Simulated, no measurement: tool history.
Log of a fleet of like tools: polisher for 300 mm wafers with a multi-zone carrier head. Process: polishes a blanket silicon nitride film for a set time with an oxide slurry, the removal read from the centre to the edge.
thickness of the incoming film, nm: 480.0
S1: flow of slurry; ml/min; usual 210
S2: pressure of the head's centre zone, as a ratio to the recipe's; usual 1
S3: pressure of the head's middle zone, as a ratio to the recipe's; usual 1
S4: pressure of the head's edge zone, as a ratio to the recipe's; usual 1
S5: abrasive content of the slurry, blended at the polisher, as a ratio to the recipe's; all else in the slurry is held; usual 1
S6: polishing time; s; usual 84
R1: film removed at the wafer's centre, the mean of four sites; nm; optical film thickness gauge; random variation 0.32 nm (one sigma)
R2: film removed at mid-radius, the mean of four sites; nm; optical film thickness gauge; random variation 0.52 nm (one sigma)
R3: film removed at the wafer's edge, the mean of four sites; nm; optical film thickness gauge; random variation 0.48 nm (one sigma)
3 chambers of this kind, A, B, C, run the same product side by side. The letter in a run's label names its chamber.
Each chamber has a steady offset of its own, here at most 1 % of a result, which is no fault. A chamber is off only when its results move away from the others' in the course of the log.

| run | hour | S1 | S2 | S3 | S4 | S5 | S6 | R1 | R2 | R3 |
|---|---|---|---|---|---|---|---|---|---|---|
| 1C | 9.1 | 210 | 1 | 1 | 1 | 1 | 84 | 43.855 | 43.985 | 43.662 |
|  | 15.7 | chamber A: worn pad replaced by a new one |
| 2B | 19.8 | 210 | 1 | 1 | 1 | 1 | 84 | 43.163 | 43.118 | 43.874 |
| 3A | 27 | 210 | 1 | 1 | 1 | 1 | 84 | 43.505 | 43.566 | 43.627 |
| 4A | 36.6 | 210 | 1 | 1 | 1 | 1 | 84 | 43.487 | 43.208 | 44.488 |
| 5B | 47.2 | 255 | 1 | 1 | 1 | 1.1 | 84 | 46.527 | 46.544 | 45.551 |
| 6C | 55.9 | 255 | 1 | 1 | 1 | 1.1 | 84 | 47.139 | 46.829 | 46.697 |
| 7B | 63 | 255 | 1 | 1 | 1 | 1.1 | 84 | 47.035 | 45.953 | 45.756 |
|  | 67.4 | chamber A: worn pad replaced by a new one |
| 8A | 78.6 | 210 | 1 | 1 | 1 | 1 | 84 | 43.381 | 43.554 | 43.589 |
|  | 86.4 | chamber A: edge zone pressure recalibrated |
| 9C | 87.6 | 210 | 1 | 1 | 1 | 1 | 84 | 43.685 | 43.039 | 43.915 |
|  | 91.7 | chamber C: worn pad replaced by a new one |
|  | 94.2 | chamber B: worn pad replaced by a new one |
| 10C | 98.4 | 210 | 1 | 1 | 1 | 1 | 84 | 43.245 | 43.018 | 44.813 |
| 11B | 114 | 235 | 1 | 1.04 | 1 | 1 | 84 | 44.512 | 46.025 | 44.121 |
|  | 116.3 | chamber A: worn pad replaced by a new one |
| 12A | 125.9 | 235 | 1 | 1.04 | 1 | 1 | 84 | 44.95 | 46.363 | 45.144 |
| 13C | 135.4 | 235 | 1 | 1.04 | 1 | 1 | 84 | 44.424 | 45.621 | 44.143 |
|  | 144.9 | chamber A: slurry nozzle cleaned |
| 14B | 149.2 | 210 | 1 | 1 | 1 | 1 | 84 | 44.037 | 43.819 | 43.774 |
|  | 150.9 | chamber A: centre zone pressure recalibrated |
| 15A | 160.9 | 210 | 1 | 1 | 1 | 1 | 84 | 47.553 | 43.359 | 43.787 |
|  | 169.2 | chamber A: worn pad replaced by a new one |
| 16B | 170.5 | 210 | 1 | 1 | 1 | 1 | 84 | 43.507 | 42.386 | 43.452 |
|  | 172.4 | chamber B: centre zone pressure recalibrated |
| 17A | 185.6 | 210 | 1 | 1 | 1 | 1 | 84 | 47.692 | 43.449 | 43.938 |
|  | 195.5 | chamber B: worn pad replaced by a new one |
| 18C | 196.6 | 210 | 1 | 1 | 1 | 1 | 84 | 43.734 | 43.556 | 43.657 |
| 19B | 204.9 | 210 | 1 | 1 | 1 | 1 | 84 | 43.749 | 42.974 | 43.674 |
| 20A | 218.8 | 210 | 1 | 1 | 1 | 1 | 84 | 47.96 | 44.217 | 43.511 |
| 21C | 226 | 210 | 1 | 1 | 1 | 1 | 84 | 42.797 | 43.223 | 43.8 |
|  | 231.7 | chamber C: worn pad replaced by a new one |
| 22C | 240.8 | 210 | 1 | 1 | 1 | 1 | 84 | 43.339 | 44.233 | 44.134 |

What goes on in this fleet: one chamber off, a drifting gauge, or nothing beyond the chambers' own small offsets? Name the chamber and the cause, if any.

A service left chamber A off against the others.
Cause: centre zone's pressure above its setpoint, % = 8.53.

Here are 4 candidates for chamber A's next run, each the usual settings with a change, their results left as question marks. Which one brings its results back in line with what the others give on the usual settings?
In line means no further than this from the other chambers' mean on the usual settings: R1 1.1 nm; R2 1.8 nm; R3 1.7 nm
| 23A-1 | 252 | 215 | 1.07 | 0.99 | 0.98 | 1 | 85 | ? | ? | ? |
| 23A-2 | 252 | 210 | 0.97 | 1.01 | 1.01 | 1 | 84 | ? | ? | ? |
| 23A-3 | 252 | 215 | 1.03 | 1 | 0.99 | 1 | 85 | ? | ? | ? |
| 23A-4 | 252 | 205 | 0.93 | 1.01 | 1.02 | 1 | 83 | ? | ? | ? |

The other chambers' mean on the usual settings: R1 43.537 nm; R2 43.387 nm; R3 43.648 nm
| run | R1 | R2 | R3 |
|---|---|---|---|
| 23A-1 | 52.297 | 43.767 | 44.037 |
| 23A-2 | 46.229 | 43.926 | 44.104 |
| 23A-3 | 50.158 | 44.177 | 44.268 |
| 23A-4 | 43.429 | 43.267 | 43.701 |
23A-4 brings the chamber back in line.

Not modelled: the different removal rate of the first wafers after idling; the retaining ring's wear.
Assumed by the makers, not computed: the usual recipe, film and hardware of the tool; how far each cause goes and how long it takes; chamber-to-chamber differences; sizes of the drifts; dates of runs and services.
